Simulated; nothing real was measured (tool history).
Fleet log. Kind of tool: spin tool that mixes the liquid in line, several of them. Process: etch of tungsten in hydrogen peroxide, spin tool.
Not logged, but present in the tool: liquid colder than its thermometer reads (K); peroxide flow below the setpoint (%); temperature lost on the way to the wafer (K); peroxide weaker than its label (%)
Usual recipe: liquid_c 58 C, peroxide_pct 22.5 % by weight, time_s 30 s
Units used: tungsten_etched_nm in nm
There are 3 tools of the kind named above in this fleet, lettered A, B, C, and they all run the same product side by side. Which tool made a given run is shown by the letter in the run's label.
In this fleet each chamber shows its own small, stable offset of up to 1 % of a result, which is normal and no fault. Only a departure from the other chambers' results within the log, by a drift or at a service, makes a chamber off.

run,hour,liquid_c,peroxide_pct,time_s,hours since the thermometer was replaced,hours since the peroxide flow meter was replaced,hours since the heated supply line was repaired,hours since the drum of peroxide was connected,"read-back film thickness of the tungsten reference wafer, read on the same gauge (nm)",tungsten_etched_nm
1C,6.4,58,22.5,30,868.9,523.6,265.4,272,120,143.07
2B,16.5,58,22.5,30,788.8,527.8,323.5,274.7,119.98,144.8
3A,24.7,58,22.5,30,1374.4,840.6,865,40.6,119.99,142.26
4A,34.9,58,22.5,30,1384.6,850.8,875.2,50.8,120.02,140.8
5C,44.4,58,22.5,30,906.9,561.6,303.4,310,120.03,141.15
6B,53.4,58,22.5,30,825.7,564.7,360.4,311.6,119.95,142.95
7B,58.5,58,22.5,30,830.8,569.8,365.5,316.7,120.05,145.03
8A,63.4,58,22.5,30,1413.1,879.3,903.7,79.3,120.05,143.21
9C,69.1,58,22.5,30,931.6,586.3,328.1,334.7,120,138.17
10B,74.2,51,22.5,15,846.5,585.5,381.2,332.4,119.96,47.429
11A,79.5,51,22.5,15,1429.2,895.4,919.8,95.4,120,47.564
12C,88,51,22.5,15,950.5,605.2,347,353.6,120.02,44.971
13C,95.2,58,22.5,30,957.7,612.4,354.2,360.8,120.03,134.92
14A,104.9,58,22.5,30,1454.6,920.8,945.2,120.8,119.99,143.03
# hour 114.7: chamber C: new drum of peroxide connected
15B,115.1,58,22.5,30,887.4,626.4,422.1,373.3,119.97,142.44
16A,119.9,51.5,22.5,15,1469.6,935.8,960.2,135.8,119.96,48.971
17B,127.1,51.5,22.5,15,899.4,638.4,434.1,385.3,119.96,49.09
18C,132.1,51.5,22.5,15,994.6,649.3,391.1,17.5,119.97,45.33
19C,142.1,66,22.5,20,1004.6,659.3,401.1,27.5,120.01,140.31
20B,152.4,66,22.5,20,924.7,663.7,459.4,410.6,119.98,150.49

Predict what each chamber gives when all 3 of them run the settings below next.
21A,159.9,58,22.5,30,,,,,,?
21B,159.9,58,22.5,30,,,,,,?
21C,159.9,58,22.5,30,,,,,,?

run,tungsten_etched_nm
21A,144.11
21B,143.37
21C,131.33

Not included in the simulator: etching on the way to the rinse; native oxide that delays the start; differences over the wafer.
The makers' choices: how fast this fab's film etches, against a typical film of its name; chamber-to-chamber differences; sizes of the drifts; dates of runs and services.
